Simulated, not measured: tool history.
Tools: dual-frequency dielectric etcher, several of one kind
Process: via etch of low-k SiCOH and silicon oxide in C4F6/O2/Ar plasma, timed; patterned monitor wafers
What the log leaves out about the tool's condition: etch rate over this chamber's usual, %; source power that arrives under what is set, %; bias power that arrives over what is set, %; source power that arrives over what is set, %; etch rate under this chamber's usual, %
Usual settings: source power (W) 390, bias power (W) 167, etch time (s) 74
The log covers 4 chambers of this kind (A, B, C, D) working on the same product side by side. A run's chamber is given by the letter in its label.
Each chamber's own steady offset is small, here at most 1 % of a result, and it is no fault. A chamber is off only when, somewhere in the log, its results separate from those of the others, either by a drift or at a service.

run   hour  source power (W)  bias power (W)  etch time (s)  hours since the last wet clean  hours since the last source power generator calibration  hours since the last bias power generator calibration  read-back reference wafer on the same gauge, depth_nm  mean etch depth across the wafer (nm)
 1D    2.8               390             167             74                            11.5                                                      9.4                                                 2200.8                                                 186.91                                  197.6
 2B    6.9               390             167             74                           335.1                                                   1349.1                                                 1834.7                                                 187.05                                 202.26
 3A   11.5               390             167             74                           140.5                                                   1076.2                                                  896.4                                                 187.08                                 201.48
 4C   13.8               390             167             74                           383.4                                                   1546.6                                                  624.4                                                 186.68                                 201.32
 5C   17.8               390             167             63                           387.4                                                   1550.6                                                  628.4                                                 187.31                                 170.77
 6A   21.9               390             167             63                           150.9                                                   1086.6                                                  906.8                                                 186.83                                 172.47
 7B   24.6               390             167             63                           352.8                                                   1366.8                                                 1852.4                                                 187.01                                 171.28
 8D   26.7               390             167             63                            35.4                                                     33.3                                                 2224.7                                                 186.87                                 168.86
 9D   30.9               390             167             74                            39.6                                                     37.5                                                 2228.9                                                 186.86                                  198.1
10A   34.9               390             135           61.5                           163.9                                                   1099.6                                                  919.8                                                 187.14                                 156.39
11B   38.4               390             135           61.5                           366.6                                                   1380.6                                                 1866.2                                                 186.65                                 158.11
12C   41.8               390             135           61.5                           411.4                                                   1574.6                                                  652.4                                                 186.94                                 158.49
13C   44.7               390             135           61.5                           414.3                                                   1577.5                                                  655.3                                                 186.99                                 157.01
14D   46.9               390             198           81.5                            55.6                                                     53.5                                                 2244.9                                                 187.01                                  228.5
15B   50.5               390             198           81.5                           378.7                                                   1392.7                                                 1878.3                                                 186.98                                 234.51
16A   53.8               390             198           81.5                           182.8                                                   1118.5                                                  938.7                                                  187.3                                 232.98
17D   58.2               390             198           81.5                            66.9                                                     64.8                                                 2256.2                                                 186.96                                 229.97
18C   61.4               390             167             74                             431                                                   1594.2                                                    672                                                 186.87                                  200.3
19A   64.6               420             167             74                           193.6                                                   1129.3                                                  949.5                                                 187.18                                 207.49
20B   67.2               420             167             74                           395.4                                                   1409.4                                                   1895                                                 187.29                                 207.73
21B   70.9               420             167             74                           399.1                                                   1413.1                                                 1898.7                                                 187.03                                 207.86
        74  -- chamber D: bias power generator calibrated
22D   75.7               420             167             74                            84.4                                                     82.3                                                    1.8                                                 186.82                                  204.8
23C   79.4               390             167             74                             449                                                   1612.2                                                    690                                                 186.89                                 199.67
24A   83.7               390             167             74                           212.7                                                   1148.4                                                  968.6                                                  186.9                                 199.72
25D   87.4               390             167             74                            96.1                                                       94                                                   13.5                                                 187.01                                 197.57
26A   89.7               390             186             74                           218.7                                                   1154.4                                                  974.6                                                 186.96                                 206.77
27B   93.6               390             186             74                           421.8                                                   1435.8                                                 1921.4                                                 186.95                                 210.43
28C   97.3               390             186             74                           466.9                                                   1630.1                                                  707.9                                                 186.93                                 207.11
29D    102               390             186             74                           110.7                                                    108.6                                                   28.1                                                 186.97                                 205.13
30A  105.4               390             167             74                           234.4                                                   1170.1                                                  990.3                                                 186.97                                 202.18
31B    109               390             167           53.5                           437.2                                                   1451.2                                                 1936.8                                                 186.98                                  146.1
32C    112               390             167           53.5                           481.6                                                   1644.8                                                  722.6                                                 187.08                                 144.87
33A    115               390             167           53.5                             244                                                   1179.7                                                  999.9                                                 187.12                                 145.66
34B  117.5               390             167           53.5                           445.7                                                   1459.7                                                 1945.3                                                 187.05                                 145.76
35C  120.6               390             133             74                           490.2                                                   1653.4                                                  731.2                                                 186.71                                 188.87
36D  124.3               390             133             74                             133                                                    130.9                                                   50.4                                                 186.91                                 183.76
37D  126.8               390             133             74                           135.5                                                    133.4                                                   52.9                                                 187.04                                 185.69

Does one chamber stand apart from the rest, does the shared gauge drift, or is all well apart from small per-chamber offsets? Give the chamber and the most likely cause, where there is one.

No chamber is off and the gauge is stable; the differences are just each chamber's small, constant offset.
